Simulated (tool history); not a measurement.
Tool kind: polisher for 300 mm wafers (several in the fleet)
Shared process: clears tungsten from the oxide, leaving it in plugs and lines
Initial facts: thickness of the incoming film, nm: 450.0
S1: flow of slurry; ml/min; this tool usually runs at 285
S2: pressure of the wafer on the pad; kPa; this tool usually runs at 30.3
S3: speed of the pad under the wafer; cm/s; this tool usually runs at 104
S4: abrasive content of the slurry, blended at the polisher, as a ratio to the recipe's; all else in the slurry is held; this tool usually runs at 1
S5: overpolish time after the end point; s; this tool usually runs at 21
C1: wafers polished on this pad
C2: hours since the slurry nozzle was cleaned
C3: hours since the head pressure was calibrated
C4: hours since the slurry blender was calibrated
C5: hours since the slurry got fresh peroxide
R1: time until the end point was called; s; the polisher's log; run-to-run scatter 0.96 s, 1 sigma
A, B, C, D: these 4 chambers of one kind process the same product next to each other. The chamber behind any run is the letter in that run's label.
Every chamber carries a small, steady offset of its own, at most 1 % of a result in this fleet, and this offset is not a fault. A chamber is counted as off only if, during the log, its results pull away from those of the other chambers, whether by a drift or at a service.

{"run": "1B", "hour": 10.2, "S1": 285, "S2": 30.3, "S3": 104, "S4": 1, "S5": 21, "C1": 758, "C2": 280.2, "C3": 111.6, "C4": 40.1, "C5": 124, "R1": 77.063}
{"hour": 12.0, "done": "chamber C: head pressure recalibrated"}
{"hour": 12.3, "done": "chamber A: slurry blender recalibrated"}
{"hour": 12.3, "done": "chamber B: slurry tank refilled with fresh slurry and peroxide"}
{"run": "2D", "hour": 18.3, "S1": 285, "S2": 30.3, "S3": 104, "S4": 1, "S5": 21, "C1": 937, "C2": 117.5, "C3": 471.4, "C4": 376.6, "C5": 47.9, "R1": 76.624}
{"hour": 22.0, "done": "chamber D: slurry blender recalibrated"}
{"run": "3C", "hour": 27.7, "S1": 285, "S2": 30.3, "S3": 104, "S4": 1, "S5": 21, "C1": 1121, "C2": 198.2, "C3": 15.8, "C4": 205.2, "C5": 114.9, "R1": 80.641}
{"hour": 28.8, "done": "chamber C: slurry tank refilled with fresh slurry and peroxide"}
{"run": "4A", "hour": 35.0, "S1": 285, "S2": 30.3, "S3": 104, "S4": 1, "S5": 21, "C1": 440, "C2": 315.7, "C3": 100.8, "C4": 22.8, "C5": 89.3, "R1": 78.638}
{"hour": 41.9, "done": "chamber C: worn pad replaced by a new one"}
{"run": "5A", "hour": 43.8, "S1": 285, "S2": 30.3, "S3": 104, "S4": 1, "S5": 21, "C1": 501, "C2": 324.5, "C3": 109.6, "C4": 31.6, "C5": 98.1, "R1": 79.795}
{"hour": 46.5, "done": "chamber A: slurry nozzle cleaned"}
{"hour": 52.5, "done": "chamber D: slurry tank refilled with fresh slurry and peroxide"}
{"run": "6D", "hour": 54.0, "S1": 285, "S2": 30.3, "S3": 104, "S4": 1, "S5": 21, "C1": 1181, "C2": 153.2, "C3": 507.1, "C4": 32, "C5": 1.6, "R1": 77.488}
{"run": "7C", "hour": 61.6, "S1": 285, "S2": 30.3, "S3": 104, "S4": 1, "S5": 21, "C1": 134, "C2": 232.1, "C3": 49.7, "C4": 239.1, "C5": 32.9, "R1": 77.879}
{"run": "8B", "hour": 68.4, "S1": 285, "S2": 30.3, "S3": 70, "S4": 1, "S5": 14, "C1": 1155, "C2": 338.4, "C3": 169.8, "C4": 98.3, "C5": 56.2, "R1": 115.88}
{"hour": 75.5, "done": "chamber D: worn pad replaced by a new one"}
{"run": "9D", "hour": 75.8, "S1": 285, "S2": 30.3, "S3": 70, "S4": 1, "S5": 14, "C1": 2, "C2": 175, "C3": 528.9, "C4": 53.8, "C5": 23.4, "R1": 113.8}
{"hour": 81.9, "done": "chamber A: worn pad replaced by a new one"}
{"run": "10B", "hour": 86.6, "S1": 285, "S2": 30.3, "S3": 70, "S4": 1, "S5": 14, "C1": 1279, "C2": 356.6, "C3": 188, "C4": 116.5, "C5": 74.4, "R1": 114.31}
{"hour": 87.7, "done": "chamber B: worn pad replaced by a new one"}
{"run": "11A", "hour": 94.2, "S1": 285, "S2": 30.3, "S3": 70, "S4": 1, "S5": 14, "C1": 84, "C2": 47.7, "C3": 160, "C4": 82, "C5": 148.5, "R1": 116.68}
{"hour": 103.4, "done": "chamber A: slurry tank refilled with fresh slurry and peroxide"}
{"run": "12C", "hour": 104.3, "S1": 325, "S2": 30.3, "S3": 118, "S4": 1, "S5": 21, "C1": 425, "C2": 274.8, "C3": 92.4, "C4": 281.8, "C5": 75.6, "R1": 68.015}
{"run": "13C", "hour": 115.2, "S1": 325, "S2": 30.3, "S3": 118, "S4": 1, "S5": 21, "C1": 500, "C2": 285.7, "C3": 103.3, "C4": 292.7, "C5": 86.5, "R1": 68.146}
{"run": "14A", "hour": 120.5, "S1": 325, "S2": 30.3, "S3": 118, "S4": 1, "S5": 21, "C1": 263, "C2": 74, "C3": 186.3, "C4": 108.3, "C5": 17.1, "R1": 69.769}
{"hour": 121.1, "done": "chamber B: slurry tank refilled with fresh slurry and peroxide"}
{"run": "15B", "hour": 129.6, "S1": 325, "S2": 30.3, "S3": 118, "S4": 1, "S5": 21, "C1": 286, "C2": 399.6, "C3": 231, "C4": 159.5, "C5": 8.6, "R1": 67.937}
{"hour": 131.5, "done": "chamber D: slurry tank refilled with fresh slurry and peroxide"}
{"run": "16D", "hour": 136.4, "S1": 285, "S2": 30.3, "S3": 104, "S4": 1, "S5": 21, "C1": 415, "C2": 235.6, "C3": 589.5, "C4": 114.4, "C5": 4.9, "R1": 76.916}
{"run": "17D", "hour": 145.2, "S1": 285, "S2": 30.3, "S3": 104, "S4": 1, "S5": 21, "C1": 475, "C2": 244.4, "C3": 598.3, "C4": 123.2, "C5": 13.7, "R1": 75.018}
{"run": "18B", "hour": 154.6, "S1": 285, "S2": 30.3, "S3": 104, "S4": 1, "S5": 21, "C1": 456, "C2": 424.6, "C3": 256, "C4": 184.5, "C5": 33.6, "R1": 78.976}
{"hour": 161.2, "done": "chamber C: slurry tank refilled with fresh slurry and peroxide"}
{"run": "19C", "hour": 163.7, "S1": 200, "S2": 22.8, "S3": 104, "S4": 1, "S5": 21, "C1": 831, "C2": 334.2, "C3": 151.8, "C4": 341.2, "C5": 2.5, "R1": 109.3}
{"run": "20A", "hour": 170.6, "S1": 200, "S2": 22.8, "S3": 104, "S4": 1, "S5": 21, "C1": 605, "C2": 124.1, "C3": 236.4, "C4": 158.4, "C5": 67.2, "R1": 105.73}
{"hour": 175.6, "done": "chamber A: slurry blender recalibrated"}
{"run": "21C", "hour": 181.8, "S1": 200, "S2": 22.8, "S3": 104, "S4": 1, "S5": 21, "C1": 954, "C2": 352.3, "C3": 169.9, "C4": 359.3, "C5": 20.6, "R1": 107.76}
{"hour": 182.5, "done": "chamber C: slurry blender recalibrated"}
{"run": "22A", "hour": 191.3, "S1": 200, "S2": 22.8, "S3": 104, "S4": 1, "S5": 21, "C1": 746, "C2": 144.8, "C3": 257.1, "C4": 15.7, "C5": 87.9, "R1": 109.1}
{"hour": 192.3, "done": "chamber A: worn pad replaced by a new one"}
{"run": "23B", "hour": 200.3, "S1": 285, "S2": 30.3, "S3": 104, "S4": 1, "S5": 21, "C1": 768, "C2": 470.3, "C3": 301.7, "C4": 230.2, "C5": 79.3, "R1": 79.421}
{"hour": 205.2, "done": "chamber D: slurry tank refilled with fresh slurry and peroxide"}
{"hour": 207.2, "done": "chamber C: worn pad replaced by a new one"}
{"run": "24D", "hour": 208.0, "S1": 285, "S2": 30.3, "S3": 104, "S4": 1, "S5": 21, "C1": 903, "C2": 307.2, "C3": 661.1, "C4": 186, "C5": 2.8, "R1": 73.578}
{"run": "25D", "hour": 216.8, "S1": 285, "S2": 30.3, "S3": 104, "S4": 1.2, "S5": 12, "C1": 964, "C2": 316, "C3": 669.9, "C4": 194.8, "C5": 11.6, "R1": 70.187}
{"run": "26B", "hour": 223.4, "S1": 285, "S2": 30.3, "S3": 104, "S4": 1.2, "S5": 12, "C1": 925, "C2": 493.4, "C3": 324.8, "C4": 253.3, "C5": 102.4, "R1": 74.909}
{"run": "27C", "hour": 234.1, "S1": 285, "S2": 30.3, "S3": 104, "S4": 1.2, "S5": 12, "C1": 184, "C2": 404.6, "C3": 222.2, "C4": 51.6, "C5": 72.9, "R1": 73.32}
{"hour": 235.3, "done": "chamber B: slurry tank refilled with fresh slurry and peroxide"}
{"run": "28A", "hour": 243.4, "S1": 285, "S2": 30.3, "S3": 104, "S4": 1.2, "S5": 12, "C1": 349, "C2": 196.9, "C3": 309.2, "C4": 67.8, "C5": 140, "R1": 74.363}
{"hour": 243.6, "done": "chamber B: worn pad replaced by a new one"}
{"hour": 248.0, "done": "chamber A: slurry tank refilled with fresh slurry and peroxide"}
{"run": "29C", "hour": 253.6, "S1": 285, "S2": 30.3, "S3": 104, "S4": 1.25, "S5": 21, "C1": 317, "C2": 424.1, "C3": 241.7, "C4": 71.1, "C5": 92.4, "R1": 74.188}
{"hour": 258.7, "done": "chamber D: worn pad replaced by a new one"}
{"run": "30D", "hour": 261.6, "S1": 285, "S2": 30.3, "S3": 104, "S4": 1.25, "S5": 21, "C1": 20, "C2": 360.8, "C3": 714.7, "C4": 239.6, "C5": 56.4, "R1": 68.385}
{"run": "31A", "hour": 272.4, "S1": 285, "S2": 30.3, "S3": 104, "S4": 1.25, "S5": 21, "C1": 546, "C2": 225.9, "C3": 338.2, "C4": 96.8, "C5": 24.5, "R1": 75.728}
{"run": "32B", "hour": 278.5, "S1": 285, "S2": 30.3, "S3": 104, "S4": 1.25, "S5": 21, "C1": 238, "C2": 548.5, "C3": 379.9, "C4": 308.4, "C5": 43.3, "R1": 74.293}
{"run": "33C", "hour": 287.4, "S1": 285, "S2": 30.3, "S3": 104, "S4": 1, "S5": 14, "C1": 547, "C2": 457.9, "C3": 275.5, "C4": 104.9, "C5": 126.2, "R1": 79.054}

What goes on in this fleet: one chamber off, a drifting gauge, or nothing beyond the chambers' own small offsets? Name the chamber and the cause, if any.

Little by little, chamber D moves away from the other chambers.
Cause: head's pressure above its setpoint, % = 10.4.

Which of the 4 candidates below, each the usual settings with something changed and its results left as question marks, puts chamber D back in line with what the other chambers give on the usual settings?
In line means no further than this from the other chambers' mean on the usual settings: R1 3.4 s
{"run": "34D-1", "hour": 295.5, "S1": 285, "S2": 30.3, "S3": 128, "S4": 1, "S5": 21, "R1": "?"}
{"run": "34D-2", "hour": 295.5, "S1": 285, "S2": 29, "S3": 98, "S4": 1, "S5": 21, "R1": "?"}
{"run": "34D-3", "hour": 295.5, "S1": 285, "S2": 24.1, "S3": 104, "S4": 1, "S5": 21, "R1": "?"}
{"run": "34D-4", "hour": 295.5, "S1": 285, "S2": 31.7, "S3": 110, "S4": 1, "S5": 21, "R1": "?"}

The mean the other chambers reach with the usual settings: R1 78.408 s
run=34D-1 R1=57.605
run=34D-2 R1=78.641
run=34D-3 R1=88.681
run=34D-4 R1=64.104
It is 34D-2 that realigns the chamber with its peers.

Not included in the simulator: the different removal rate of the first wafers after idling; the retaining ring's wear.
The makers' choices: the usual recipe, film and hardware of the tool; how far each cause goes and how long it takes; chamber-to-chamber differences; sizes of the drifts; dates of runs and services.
